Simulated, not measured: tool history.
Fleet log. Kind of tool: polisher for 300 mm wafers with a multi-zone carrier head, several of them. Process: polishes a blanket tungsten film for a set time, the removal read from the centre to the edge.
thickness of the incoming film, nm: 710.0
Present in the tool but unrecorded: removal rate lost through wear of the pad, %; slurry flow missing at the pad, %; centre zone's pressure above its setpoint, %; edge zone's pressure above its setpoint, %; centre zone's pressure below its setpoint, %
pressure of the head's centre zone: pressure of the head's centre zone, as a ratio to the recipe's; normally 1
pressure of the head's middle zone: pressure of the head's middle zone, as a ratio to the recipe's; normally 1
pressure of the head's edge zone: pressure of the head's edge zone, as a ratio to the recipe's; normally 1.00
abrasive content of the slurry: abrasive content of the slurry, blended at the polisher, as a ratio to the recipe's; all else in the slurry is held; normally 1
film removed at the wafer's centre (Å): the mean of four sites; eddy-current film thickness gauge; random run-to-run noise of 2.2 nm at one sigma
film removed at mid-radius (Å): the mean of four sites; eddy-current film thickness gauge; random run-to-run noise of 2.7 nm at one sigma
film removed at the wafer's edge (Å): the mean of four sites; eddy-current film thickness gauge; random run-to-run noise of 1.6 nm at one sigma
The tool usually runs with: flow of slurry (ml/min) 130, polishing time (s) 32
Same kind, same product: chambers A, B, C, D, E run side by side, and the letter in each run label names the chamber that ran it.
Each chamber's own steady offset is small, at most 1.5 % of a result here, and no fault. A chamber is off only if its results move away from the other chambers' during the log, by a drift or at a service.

run	hour	flow of slurry (ml/min)	pressure of the head's centre zone	pressure of the head's middle zone	pressure of the head's edge zone	abrasive content of the slurry	polishing time (s)	wafers polished on this pad	hours since the slurry nozzle was cleaned	hours since the centre zone pressure was calibrated	hours since the edge zone pressure was calibrated	film removed at the wafer's centre (Å)	film removed at mid-radius (Å)	film removed at the wafer's edge (Å)
# hour 1.9: chamber E: worn pad replaced by a new one
1E	8.9	130	1	1	1.00	1	32	79	124.1	963.9	624.6	2022.3	2036.2	1993.9
# hour 17.9: chamber B: worn pad replaced by a new one
2B	21.1	130	1	1	1.00	1	32	36	135.6	539.3	229.0	1956.4	1981.5	1985.9
# hour 25.7: chamber D: worn pad replaced by a new one
3C	33.8	130	1	1	1.00	1	32	771	677.7	363.7	622.2	2004.4	1968.0	2032.1
# hour 39.2: chamber A: worn pad replaced by a new one
4A	40.5	130	1	1	1.00	1	32	15	146.7	838.2	276.4	1971.0	2048.3	1996.9
# hour 47.5: chamber E: edge zone pressure recalibrated
5D	52.4	110	1	1	1.00	1	32	299	531.8	437.5	926.4	1911.6	1912.7	1985.9
6B	60.7	110	1	1	1.00	1	32	479	175.2	578.9	268.6	1877.8	1959.8	1944.1
7C	72.8	110	1	1	1.00	1	32	1208	716.7	402.7	661.2	1907.6	1908.0	1972.8
# hour 75.4: chamber C: worn pad replaced by a new one
# hour 76.9: chamber D: centre zone pressure recalibrated
# hour 83.0: chamber B: worn pad replaced by a new one
8A	86.1	110	1	1	1.00	1	32	525	192.3	883.8	322.0	1894.0	1921.6	1951.6
9E	94.3	110	1	1	1.00	1	32	1035	209.5	1049.3	46.8	1912.5	1922.6	1943.4
# hour 98.1: chamber E: worn pad replaced by a new one
# hour 103.9: chamber D: worn pad replaced by a new one
# hour 105.0: chamber B: centre zone pressure recalibrated
10D	107.6	130	1	1	1.09	1	32	41	587.0	30.7	981.6	2001.7	1966.7	2110.7
# hour 110.2: chamber A: worn pad replaced by a new one
11A	115.2	130	1	1	1.09	1	32	56	221.4	912.9	351.1	1959.8	2028.7	2070.4
# hour 116.2: chamber C: edge zone pressure recalibrated
# hour 117.9: chamber C: slurry nozzle cleaned
12B	129.5	130	1	1	1.09	1	32	521	244.0	24.6	337.4	1998.5	2041.9	2088.5
# hour 135.8: chamber D: slurry nozzle cleaned
13C	138.8	130	1	1	1.09	1	32	710	20.9	468.7	22.7	1976.8	2038.3	2098.0
# hour 140.0: chamber B: worn pad replaced by a new one
14D	146.4	130	1	1	1.09	1	32	476	10.7	69.5	1020.4	2037.6	1944.7	2127.2
15E	159.9	130	1	1	1.00	1	32	692	275.1	1114.9	112.4	1998.0	2035.3	1998.4
# hour 162.1: chamber E: centre zone pressure recalibrated
# hour 167.3: chamber D: worn pad replaced by a new one
16D	171.1	130	1	1	1.00	1	32	42	35.4	94.2	1045.1	1992.3	2000.9	2042.5
# hour 181.2: chamber A: worn pad replaced by a new one
17B	182.6	130	1	1	1.00	1	32	477	297.1	77.7	390.5	1998.6	2064.9	1992.8
# hour 190.7: chamber E: worn pad replaced by a new one
# hour 195.8: chamber C: worn pad replaced by a new one
18A	195.8	130	1	1	1.00	1	32	163	302.0	993.5	431.7	1926.1	2026.4	1997.2
# hour 197.5: chamber B: worn pad replaced by a new one
19E	205.4	130	1	1	1.00	1	32	164	320.6	43.4	157.9	1976.7	2019.4	1983.3
20C	216.6	130	1	1	1.00	1	32	233	98.7	546.5	100.5	1974.0	1954.1	1987.4
21B	225.6	130	1	1	1.00	1	32	315	340.1	120.7	433.5	1972.6	2058.9	2031.1
# hour 235.1: chamber D: worn pad replaced by a new one
22D	237.8	130	1	1	1.00	1	32	31	102.1	160.9	1111.8	1996.8	1982.2	2026.4
23E	249.1	130	1	1	1.00	1	32	654	364.3	87.1	201.6	2001.3	2008.8	1996.5
# hour 255.6: chamber B: worn pad replaced by a new one
24C	258.4	130	1	1	1.00	1	32	702	140.5	588.3	142.3	2013.3	2019.9	2010.4
25A	265.2	130	1	1	1.00	1	32	940	371.4	1062.9	501.1	1999.6	2057.4	1996.1
# hour 265.7: chamber B: slurry nozzle cleaned
# hour 271.8: chamber A: worn pad replaced by a new one
26D	278.0	130	1	1	1.00	1	32	481	142.3	201.1	1152.0	2012.8	1963.8	2023.9
27E	292.5	130	1	1	1.00	1	32	1140	407.7	130.5	245.0	1999.6	1947.1	2001.9
# hour 302.9: chamber A: slurry nozzle cleaned
28C	304.3	130	1	1	1.00	1	32	1216	186.4	634.2	188.2	2008.4	1996.9	2008.1
29B	316.9	130	1	1	1.00	1	32	687	51.3	212.0	524.8	1944.6	2015.1	2033.5
30A	328.2	130	1	1	1.00	1	32	632	25.3	1125.9	564.1	1957.9	1999.4	1987.2

All 5 chambers run these settings next. Forecast each chamber's results:
31A	338.6	160	1	1	1.00	1	32					?	?	?
31B	338.6	160	1	1	1.00	1	32					?	?	?
31C	338.6	160	1	1	1.00	1	32					?	?	?
31D	338.6	160	1	1	1.00	1	32					?	?	?
31E	338.6	160	1	1	1.00	1	32					?	?	?

run	film removed at the wafer's centre (Å)	film removed at mid-radius (Å)	film removed at the wafer's edge (Å)
31A	2092.7	2125.6	2028.9
31B	2060.4	2116.8	2080.6
31C	2105.0	2072.1	2061.3
31D	2045.5	2023.3	2068.5
31E	2130.1	2080.6	2050.7

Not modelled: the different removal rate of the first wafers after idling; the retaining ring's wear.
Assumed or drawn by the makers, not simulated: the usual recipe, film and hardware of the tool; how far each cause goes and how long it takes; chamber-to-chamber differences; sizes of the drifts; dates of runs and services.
